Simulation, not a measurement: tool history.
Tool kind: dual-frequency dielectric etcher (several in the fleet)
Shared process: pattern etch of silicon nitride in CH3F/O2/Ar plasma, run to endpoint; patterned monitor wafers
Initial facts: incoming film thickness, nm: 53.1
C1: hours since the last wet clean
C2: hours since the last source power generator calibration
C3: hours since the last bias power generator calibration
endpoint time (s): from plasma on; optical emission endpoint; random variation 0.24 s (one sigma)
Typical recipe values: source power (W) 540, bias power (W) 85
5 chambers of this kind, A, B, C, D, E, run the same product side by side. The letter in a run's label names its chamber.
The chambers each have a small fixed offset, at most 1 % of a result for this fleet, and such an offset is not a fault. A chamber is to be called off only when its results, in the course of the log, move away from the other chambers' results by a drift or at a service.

{"run": "1C", "day": 0.183, "source power (W)": 540, "bias power (W)": 85, "C1": 82.8, "C2": 2439.3, "C3": 278.0, "endpoint time (s)": 64.866}
{"run": "2E", "day": 0.417, "source power (W)": 540, "bias power (W)": 85, "C1": 391.8, "C2": 126.9, "C3": 1864.2, "endpoint time (s)": 64.646}
{"run": "3D", "day": 0.767, "source power (W)": 540, "bias power (W)": 85, "C1": 413.9, "C2": 1594.3, "C3": 1900.6, "endpoint time (s)": 64.107}
{"run": "4B", "day": 1.183, "source power (W)": 540, "bias power (W)": 85, "C1": 195.7, "C2": 1586.4, "C3": 1286.9, "endpoint time (s)": 64.089}
{"run": "5A", "day": 1.538, "source power (W)": 540, "bias power (W)": 85, "C1": 164.6, "C2": 270.7, "C3": 2426.1, "endpoint time (s)": 64.595}
{"run": "6B", "day": 1.817, "source power (W)": 540, "bias power (W)": 85, "C1": 210.9, "C2": 1601.6, "C3": 1302.1, "endpoint time (s)": 64.244}
{"run": "7A", "day": 2.167, "source power (W)": 540, "bias power (W)": 85, "C1": 179.7, "C2": 285.8, "C3": 2441.2, "endpoint time (s)": 64.381}
{"run": "8E", "day": 2.4, "source power (W)": 540, "bias power (W)": 85, "C1": 439.4, "C2": 174.5, "C3": 1911.8, "endpoint time (s)": 64.535}
{"day": 2.521, "done": "chamber D: bias power generator calibrated"}
{"run": "9D", "day": 2.729, "source power (W)": 540, "bias power (W)": 65, "C1": 461.0, "C2": 1641.4, "C3": 5.0, "endpoint time (s)": 70.703}
{"run": "10C", "day": 2.946, "source power (W)": 540, "bias power (W)": 65, "C1": 149.1, "C2": 2505.6, "C3": 344.3, "endpoint time (s)": 71.347}
{"run": "11D", "day": 3.362, "source power (W)": 540, "bias power (W)": 65, "C1": 476.2, "C2": 1656.6, "C3": 20.2, "endpoint time (s)": 70.191}
{"run": "12B", "day": 3.55, "source power (W)": 540, "bias power (W)": 65, "C1": 252.5, "C2": 1643.2, "C3": 1343.7, "endpoint time (s)": 70.713}
{"run": "13E", "day": 3.821, "source power (W)": 540, "bias power (W)": 65, "C1": 473.5, "C2": 208.6, "C3": 1945.9, "endpoint time (s)": 70.443}
{"run": "14C", "day": 4.138, "source power (W)": 540, "bias power (W)": 85, "C1": 177.7, "C2": 2534.2, "C3": 372.9, "endpoint time (s)": 65.286}
{"run": "15A", "day": 4.55, "source power (W)": 630, "bias power (W)": 92, "C1": 236.9, "C2": 343.0, "C3": 2498.4, "endpoint time (s)": 59.593}
{"run": "16C", "day": 4.804, "source power (W)": 630, "bias power (W)": 92, "C1": 193.7, "C2": 2550.2, "C3": 388.9, "endpoint time (s)": 59.693}
{"run": "17E", "day": 5.196, "source power (W)": 630, "bias power (W)": 92, "C1": 506.5, "C2": 241.6, "C3": 1978.9, "endpoint time (s)": 58.311}
{"run": "18D", "day": 5.612, "source power (W)": 630, "bias power (W)": 92, "C1": 530.2, "C2": 1710.6, "C3": 74.2, "endpoint time (s)": 59.304}
{"run": "19A", "day": 5.925, "source power (W)": 630, "bias power (W)": 92, "C1": 269.9, "C2": 376.0, "C3": 2531.4, "endpoint time (s)": 59.14}
{"run": "20B", "day": 6.162, "source power (W)": 540, "bias power (W)": 85, "C1": 315.2, "C2": 1705.9, "C3": 1406.4, "endpoint time (s)": 64.427}
{"run": "21A", "day": 6.45, "source power (W)": 540, "bias power (W)": 85, "C1": 282.5, "C2": 388.6, "C3": 2544.0, "endpoint time (s)": 64.446}
{"day": 6.471, "done": "chamber D: wet clean of the chamber"}
{"run": "22E", "day": 6.721, "source power (W)": 540, "bias power (W)": 85, "C1": 543.1, "C2": 278.2, "C3": 2015.5, "endpoint time (s)": 63.021}
{"run": "23D", "day": 6.979, "source power (W)": 540, "bias power (W)": 85, "C1": 12.2, "C2": 1743.4, "C3": 107.0, "endpoint time (s)": 64.569}
{"run": "24B", "day": 7.188, "source power (W)": 540, "bias power (W)": 85, "C1": 339.8, "C2": 1730.5, "C3": 1431.0, "endpoint time (s)": 64.485}
{"run": "25C", "day": 7.496, "source power (W)": 540, "bias power (W)": 78, "C1": 258.3, "C2": 2614.8, "C3": 453.5, "endpoint time (s)": 67.469}
{"run": "26A", "day": 7.904, "source power (W)": 540, "bias power (W)": 78, "C1": 317.4, "C2": 423.5, "C3": 2578.9, "endpoint time (s)": 66.606}
{"run": "27D", "day": 8.25, "source power (W)": 540, "bias power (W)": 78, "C1": 42.7, "C2": 1773.9, "C3": 137.5, "endpoint time (s)": 66.887}
{"run": "28B", "day": 8.638, "source power (W)": 540, "bias power (W)": 78, "C1": 374.6, "C2": 1765.3, "C3": 1465.8, "endpoint time (s)": 66.404}
{"run": "29E", "day": 8.9, "source power (W)": 540, "bias power (W)": 78, "C1": 595.4, "C2": 330.5, "C3": 2067.8, "endpoint time (s)": 64.692}
{"run": "30C", "day": 9.121, "source power (W)": 540, "bias power (W)": 85, "C1": 297.3, "C2": 2653.8, "C3": 492.5, "endpoint time (s)": 65.181}
{"run": "31D", "day": 9.367, "source power (W)": 540, "bias power (W)": 85, "C1": 69.5, "C2": 1800.7, "C3": 164.3, "endpoint time (s)": 64.509}
{"run": "32C", "day": 9.712, "source power (W)": 430, "bias power (W)": 85, "C1": 311.5, "C2": 2668.0, "C3": 506.7, "endpoint time (s)": 71.19}

All 5 chambers run these settings next. Forecast each chamber's results:
{"run": "33A", "day": 10.017, "source power (W)": 540, "bias power (W)": 85, "endpoint time (s)": "?"}
{"run": "33B", "day": 10.017, "source power (W)": 540, "bias power (W)": 85, "endpoint time (s)": "?"}
{"run": "33C", "day": 10.017, "source power (W)": 540, "bias power (W)": 85, "endpoint time (s)": "?"}
{"run": "33D", "day": 10.017, "source power (W)": 540, "bias power (W)": 85, "endpoint time (s)": "?"}
{"run": "33E", "day": 10.017, "source power (W)": 540, "bias power (W)": 85, "endpoint time (s)": "?"}

run=33A endpoint_time_(s)=65.122
run=33B endpoint_time_(s)=64.220
run=33C endpoint_time_(s)=64.941
run=33D endpoint_time_(s)=64.988
run=33E endpoint_time_(s)=61.857
